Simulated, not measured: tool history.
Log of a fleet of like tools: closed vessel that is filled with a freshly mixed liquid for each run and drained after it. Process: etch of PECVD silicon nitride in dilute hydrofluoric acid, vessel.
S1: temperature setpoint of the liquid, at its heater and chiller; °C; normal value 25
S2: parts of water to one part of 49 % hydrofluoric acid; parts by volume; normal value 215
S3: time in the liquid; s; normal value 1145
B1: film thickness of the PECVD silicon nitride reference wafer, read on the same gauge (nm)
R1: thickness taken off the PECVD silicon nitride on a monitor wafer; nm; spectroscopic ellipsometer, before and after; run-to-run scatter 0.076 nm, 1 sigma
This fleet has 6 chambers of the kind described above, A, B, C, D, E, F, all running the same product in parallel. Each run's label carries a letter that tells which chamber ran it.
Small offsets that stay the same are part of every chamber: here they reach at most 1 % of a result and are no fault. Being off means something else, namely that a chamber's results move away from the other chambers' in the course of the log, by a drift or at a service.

Run 1E, day 0.554: usual settings; B1 139.99. Result: R1 14.295 nm.
Run 2B, day 1.067: usual settings; B1 139.95. Result: R1 14.286 nm.
Run 3F, day 1.521: usual settings; B1 140.04. Result: R1 14.28 nm.
Run 4A, day 2.129: usual settings; B1 139.99. Result: R1 14.336 nm.
Run 5D, day 2.654: usual settings; B1 140. Result: R1 14.327 nm.
Run 6C, day 3.3: usual settings; B1 139.97. Result: R1 14.309 nm.
Run 7D, day 3.775: usual settings but S2 135 parts by volume; B1 140. Result: R1 22.811 nm.
Run 8E, day 4.192: usual settings but S2 135 parts by volume; B1 140. Result: R1 22.879 nm.
Run 9A, day 4.833: usual settings but S2 135 parts by volume; B1 140.04. Result: R1 23.098 nm.
At day 4.958: chamber F: hydrofluoric acid flow meter replaced.
Run 10F, day 5.15: usual settings but S2 135 parts by volume; B1 139.95. Result: R1 22.561 nm.
Run 11B, day 5.592: usual settings but S2 135 parts by volume; B1 139.97. Result: R1 22.354 nm.
Run 12C, day 5.938: usual settings but S2 135 parts by volume; B1 139.94. Result: R1 22.884 nm.
At day 6.354: chamber D: hydrofluoric acid flow meter replaced.
Run 13E, day 6.396: usual settings; B1 140.02. Result: R1 14.293 nm.
Run 14D, day 6.971: usual settings but S2 135 parts by volume, S3 710 s; B1 139.99. Result: R1 14.151 nm.
Run 15C, day 7.608: usual settings but S2 135 parts by volume, S3 710 s; B1 140.04. Result: R1 13.985 nm.
Run 16F, day 8.058: usual settings but S2 135 parts by volume, S3 710 s; B1 140. Result: R1 13.977 nm.
Run 17A, day 8.492: usual settings but S2 135 parts by volume, S3 710 s; B1 139.97. Result: R1 14.343 nm.
At day 8.725: chamber B: thermometer replaced.
At day 8.729: chamber E: thermometer replaced.
Run 18B, day 8.825: usual settings but S2 135 parts by volume, S3 710 s; B1 139.96. Result: R1 14.025 nm.
Run 19A, day 9.204: usual settings but S2 135 parts by volume, S3 710 s; B1 139.97. Result: R1 14.411 nm.
Run 20C, day 9.821: usual settings; B1 139.99. Result: R1 14.404 nm.
Run 21D, day 10.2: usual settings; B1 140. Result: R1 14.28 nm.
Run 22E, day 10.508: usual settings; B1 140.02. Result: R1 14.386 nm.
Run 23F, day 11.062: usual settings; B1 139.97. Result: R1 14.193 nm.
Run 24B, day 11.671: usual settings but S1 28.5 °C, S3 1535 s; B1 140. Result: R1 23.577 nm.
Run 25C, day 12.175: usual settings but S1 28.5 °C, S3 1535 s; B1 140.02. Result: R1 23.915 nm.
Run 26F, day 12.658: usual settings but S1 28.5 °C, S3 1535 s; B1 139.98. Result: R1 23.737 nm.
Run 27B, day 13.075: usual settings but S1 28.5 °C, S3 1535 s; B1 139.97. Result: R1 23.421 nm.
Run 28D, day 13.492: usual settings but S1 28.5 °C, S3 1535 s; B1 140.06. Result: R1 23.844 nm.
Run 29E, day 14.083: usual settings but S1 28.5 °C, S3 1535 s; B1 139.95. Result: R1 23.828 nm.
Run 30A, day 14.6: usual settings but S2 145 parts by volume, S3 1765 s; B1 139.99. Result: R1 33.16 nm.
Run 31C, day 14.992: usual settings but S2 145 parts by volume, S3 1765 s; B1 139.97. Result: R1 32.541 nm.
Run 32B, day 15.458: usual settings but S2 145 parts by volume, S3 1765 s; B1 140.01. Result: R1 32.544 nm.
Run 33F, day 15.742: usual settings but S2 145 parts by volume, S3 1765 s; B1 139.97. Result: R1 32.667 nm.
Run 34D, day 16.308: usual settings but S2 145 parts by volume, S3 1765 s; B1 139.96. Result: R1 32.951 nm.
Run 35A, day 16.775: usual settings but S2 145 parts by volume, S3 1765 s; B1 139.99. Result: R1 32.959 nm.
Run 36E, day 17.262: usual settings; B1 140.01. Result: R1 14.299 nm.

Does one chamber stand apart from the rest, does the shared gauge drift, or is all well apart from small per-chamber offsets? Give the chamber and the most likely cause, where there is one.

No chamber stands off beyond its own small offset, and the gauge holds steady.
